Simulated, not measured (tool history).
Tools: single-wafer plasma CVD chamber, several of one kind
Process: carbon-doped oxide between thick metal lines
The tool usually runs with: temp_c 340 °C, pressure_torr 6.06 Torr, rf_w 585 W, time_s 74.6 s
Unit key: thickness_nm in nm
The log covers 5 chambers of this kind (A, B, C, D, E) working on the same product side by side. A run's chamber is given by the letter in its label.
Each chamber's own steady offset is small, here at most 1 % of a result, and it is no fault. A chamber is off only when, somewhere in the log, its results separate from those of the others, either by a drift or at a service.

run	hour	temp_c	pressure_torr	rf_w	time_s	read-back reference wafer on the same gauge, thickness_nm	thickness_nm
1B	14	340	6.06	585	74.6	457.85	436.38
2E	21.3	340	6.06	585	74.6	457.77	440.32
3D	32.6	340	6.06	585	74.6	457.97	438.55
4A	41.3	340	6.06	585	74.6	457.78	441.09
5C	48.7	340	6.06	585	74.6	457.77	437.41
6E	59.9	340	6.06	585	74.6	457.64	440.09
7D	70.7	340	6.06	585	74.6	457.52	437.65
8B	82.8	340	6.06	585	74.6	457.48	436.33
9A	89.9	340	6.06	585	74.6	457.36	440.64
10C	96	340	6.06	585	74.6	457.42	437.04
11D	105.5	335	6.06	585	79.8	457.18	474.83
# hour 114.7: chamber A: RF generator calibrated
12E	117.7	335	6.06	585	79.8	457.24	477.3
13B	131.2	335	6.06	585	79.8	457.08	473.34
14A	143.6	335	6.06	585	79.8	456.85	479.03
15C	154.9	335	6.06	585	79.8	456.88	474.06
16B	163.8	340	6.06	585	74.6	456.97	435.31
17D	173.8	340	6.06	585	74.6	456.91	437.87
18E	182	340	6.06	585	74.6	456.66	439.83
19A	188.7	340	6.06	585	74.6	456.71	440.37
20C	198.6	340	6.06	585	74.6	456.74	436.5
21C	212.4	340	6.06	585	74.6	456.65	437.59
22D	225	340	6.06	585	74.6	456.5	436.36
23E	233.7	340	6.06	585	74.6	456.25	438.64
# hour 237.8: chamber C: RF generator calibrated
24B	240.3	340	6.06	585	74.6	456.35	435.25
25A	252.1	340	6.06	585	74.6	456.39	441.01
# hour 253.1: chamber B: RF generator calibrated
26B	259.8	340	6.06	585	74.6	456.27	434.39
27E	272.5	340	6.06	585	74.6	456.14	438.96
28C	283.1	340	6.06	585	74.6	456.06	436.06
29A	295.6	340	6.06	585	74.6	456.14	439.33
30D	309.3	340	6.06	585	74.6	455.95	436.57
31E	320.4	340	6.06	585	74.6	455.89	438.69
32B	326.5	340	6.06	585	74.6	455.66	435.26
33A	338.1	340	6.06	585	74.6	455.73	439.51

Each of the 5 chambers runs these same settings next. Fill in every chamber's results:
34A	348.1	340	6.06	585	74.6		?
34B	348.1	340	6.06	585	74.6		?
34C	348.1	340	6.06	585	74.6		?
34D	348.1	340	6.06	585	74.6		?
34E	348.1	340	6.06	585	74.6		?

run	thickness_nm
34A	439.9
34B	434.91
34C	435.67
34D	436.45
34E	438.83
